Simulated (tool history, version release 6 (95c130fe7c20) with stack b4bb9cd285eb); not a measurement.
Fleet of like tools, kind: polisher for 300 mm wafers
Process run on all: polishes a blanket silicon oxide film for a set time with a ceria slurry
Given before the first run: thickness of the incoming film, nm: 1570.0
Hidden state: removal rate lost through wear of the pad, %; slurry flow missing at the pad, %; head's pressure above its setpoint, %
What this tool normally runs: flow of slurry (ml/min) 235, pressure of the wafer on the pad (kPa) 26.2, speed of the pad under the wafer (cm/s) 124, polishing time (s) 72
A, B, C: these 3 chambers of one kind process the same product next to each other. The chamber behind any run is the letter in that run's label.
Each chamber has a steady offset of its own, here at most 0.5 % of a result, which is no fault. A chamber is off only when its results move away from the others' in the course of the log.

run,day,flow of slurry (ml/min),pressure of the wafer on the pad (kPa),speed of the pad under the wafer (cm/s),polishing time (s),wafers polished on this pad,hours since the slurry nozzle was cleaned,hours since the head pressure was calibrated,film removed (angstrom)
1C,0.150,235,26.2,124,72,581,306.2,359.2,4211.7
2B,0.417,235,26.2,124,72,344,67.1,1230.6,4179.7
3A,0.638,235,26.2,124,72,245,520.5,982.4,4131.2
4C,0.854,235,26.2,124,72,772,323.1,376.1,4164.2
# day 0.921: chamber A: slurry nozzle cleaned
5B,1.058,235,26.2,124,72,518,82.5,1246.0,4185.9
6A,1.238,235,26.2,124,72,408,7.7,996.8,4174.3
7C,1.408,235,26.2,124,72,923,336.4,389.4,4108.4
8B,1.542,235,26.2,124,72,650,94.1,1257.6,4188.4
9A,1.704,235,26.2,124,72,535,18.9,1008.0,4200.8
10A,1.950,235,26.2,124,72,601,24.8,1013.9,4255.5
# day 2.042: chamber C: worn pad replaced by a new one
11B,2.088,235,26.2,124,72,798,107.2,1270.7,4126.1
12C,2.221,235,26.2,124,72,48,355.9,408.9,4209.5
13C,2.338,235,26.2,124,72,80,358.7,411.7,4160.7
14A,2.508,235,32.4,154,72,753,38.2,1027.3,6459.1
15B,2.762,235,32.4,154,72,981,123.4,1286.9,6354.8
# day 2.812: chamber B: head pressure recalibrated
# day 2.875: chamber A: worn pad replaced by a new one
16B,2.958,235,32.4,154,72,1034,128.1,3.5,6929.2
17C,3.133,165,26.2,124,51,296,377.8,430.8,2771.5
18A,3.271,165,26.2,124,51,108,56.5,1045.6,2790.7
19B,3.462,165,26.2,124,51,1171,140.2,15.6,3086.9
20A,3.608,235,26.2,124,72,200,64.6,1053.7,4115.0
21C,3.854,235,20.7,124,72,492,395.1,448.1,3286.5
# day 3.996: chamber B: worn pad replaced by a new one
22C,4.046,235,20.7,124,72,544,399.7,452.7,3307.4
23B,4.283,235,20.7,124,72,78,159.9,35.3,3607.9
24A,4.404,235,26.2,124,72,416,83.7,1072.8,4162.5
25B,4.579,235,26.2,124,72,159,167.0,42.4,4614.2
26A,4.721,235,26.2,124,72,501,91.3,1080.4,4195.3
27C,4.979,235,26.2,124,72,797,422.1,475.1,4101.2
28B,5.138,185,26.2,124,72,310,180.4,55.8,4385.8
29A,5.283,185,26.2,124,72,654,104.8,1093.9,4004.7
30C,5.421,185,26.2,124,72,917,432.7,485.7,4007.8
31A,5.575,235,26.2,124,72,733,111.8,1100.9,4180.2
32B,5.767,235,26.2,124,72,481,195.5,70.9,4499.1
33C,6.000,235,26.2,124,72,1074,446.6,499.6,4144.1
# day 6.017: chamber A: worn pad replaced by a new one
34B,6.217,235,26.2,124,72,603,206.3,81.7,4545.4
35A,6.371,235,26.2,124,72,96,130.9,1120.0,4218.2
36C,6.604,235,26.2,124,72,1238,461.1,514.1,4159.5
# day 6.654: chamber A: head pressure recalibrated
37A,6.858,235,26.2,124,72,228,142.6,4.9,4184.4
# day 6.921: chamber C: worn pad replaced by a new one
38B,7.062,235,26.2,124,72,833,226.6,102.0,4546.5
39C,7.321,285,26.2,124,72,108,478.3,531.3,4295.7
40C,7.438,285,26.2,124,72,140,481.1,534.1,4271.3

The same settings go to every chamber for the next run, one line per chamber below. Forecast the results for each:
41A,7.629,235,26.2,124,72,,,,?
41B,7.629,235,26.2,124,72,,,,?
41C,7.629,235,26.2,124,72,,,,?

run,film removed (angstrom)
41A,4204.6
41B,4528.2
41C,4198.5
